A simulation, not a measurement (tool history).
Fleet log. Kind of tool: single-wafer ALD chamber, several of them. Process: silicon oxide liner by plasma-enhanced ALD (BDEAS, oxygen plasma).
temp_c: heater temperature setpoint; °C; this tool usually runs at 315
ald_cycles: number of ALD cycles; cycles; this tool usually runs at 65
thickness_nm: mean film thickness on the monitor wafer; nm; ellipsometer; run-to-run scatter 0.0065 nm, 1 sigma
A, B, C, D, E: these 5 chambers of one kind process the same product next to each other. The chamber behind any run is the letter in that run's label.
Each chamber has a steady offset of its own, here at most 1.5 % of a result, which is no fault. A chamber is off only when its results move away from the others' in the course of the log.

| run | hour | temp_c | ald_cycles | read-back reference wafer on the same gauge, thickness_nm | thickness_nm |
|---|---|---|---|---|---|
| 1D | 3.7 | 315 | 65 | 6.8232 | 5.9131 |
| 2B | 7.3 | 315 | 65 | 6.8232 | 5.8762 |
| 3C | 11.0 | 315 | 65 | 6.8211 | 5.9297 |
| 4A | 14.6 | 315 | 65 | 6.8247 | 5.9889 |
| 5E | 17.4 | 320 | 76 | 6.8244 | 6.8240 |
| 6D | 22.1 | 320 | 76 | 6.8229 | 6.9033 |
| 7C | 25.3 | 320 | 76 | 6.8283 | 6.8913 |
| 8E | 28.4 | 320 | 76 | 6.8260 | 6.8232 |
| 9B | 31.6 | 320 | 76 | 6.8286 | 6.8351 |
| 10A | 34.5 | 315 | 65 | 6.8288 | 5.9868 |
| 11C | 39.3 | 315 | 65 | 6.8298 | 5.9254 |
| 12D | 41.8 | 315 | 65 | 6.8277 | 5.9337 |
| 13A | 45.8 | 315 | 65 | 6.8320 | 5.9970 |
| 14B | 49.5 | 315 | 65 | 6.8325 | 5.8921 |
| 15E | 54.6 | 315 | 65 | 6.8333 | 5.8827 |
| 16D | 59.0 | 315 | 65 | 6.8341 | 5.9284 |
| 17C | 63.2 | 315 | 65 | 6.8345 | 5.9389 |
| 18E | 65.6 | 315 | 65 | 6.8369 | 5.8867 |
| 19A | 68.2 | 315 | 65 | 6.8356 | 5.9814 |
| 20B | 71.6 | 315 | 65 | 6.8377 | 5.8926 |
| 21B | 74.4 | 315 | 65 | 6.8393 | 5.8891 |
| 22A | 78.1 | 315 | 65 | 6.8393 | 5.9869 |
| 23E | 80.4 | 315 | 65 | 6.8395 | 5.8821 |
| 24C | 85.2 | 315 | 65 | 6.8397 | 5.9406 |
| 25D | 87.7 | 315 | 65 | 6.8423 | 5.9413 |
| 26A | 92.4 | 328 | 71 | 6.8422 | 6.4360 |
|  | 96.1 | chamber B: thermocouple changed; heater temperature recalibrated |
| 27B | 97.1 | 328 | 71 | 6.8427 | 6.3183 |
| 28C | 102.3 | 328 | 71 | 6.8455 | 6.3756 |
| 29D | 106.0 | 328 | 71 | 6.8468 | 6.3870 |
| 30E | 109.3 | 328 | 71 | 6.8479 | 6.3237 |
| 31E | 113.1 | 315 | 65 | 6.8481 | 5.9001 |
| 32D | 116.5 | 315 | 65 | 6.8491 | 5.9557 |
| 33B | 120.6 | 315 | 65 | 6.8501 | 5.8927 |
| 34A | 123.9 | 315 | 65 | 6.8505 | 6.0018 |

Next, all 5 chambers run the settings below, one line each with question marks for the results. What does each chamber give?
| 35A | 127.6 | 323 | 65 |  | ? |
| 35B | 127.6 | 323 | 65 |  | ? |
| 35C | 127.6 | 323 | 65 |  | ? |
| 35D | 127.6 | 323 | 65 |  | ? |
| 35E | 127.6 | 323 | 65 |  | ? |

| run | thickness_nm |
|---|---|
| 35A | 5.9437 |
| 35B | 5.8271 |
| 35C | 5.8779 |
| 35D | 5.8879 |
| 35E | 5.8383 |

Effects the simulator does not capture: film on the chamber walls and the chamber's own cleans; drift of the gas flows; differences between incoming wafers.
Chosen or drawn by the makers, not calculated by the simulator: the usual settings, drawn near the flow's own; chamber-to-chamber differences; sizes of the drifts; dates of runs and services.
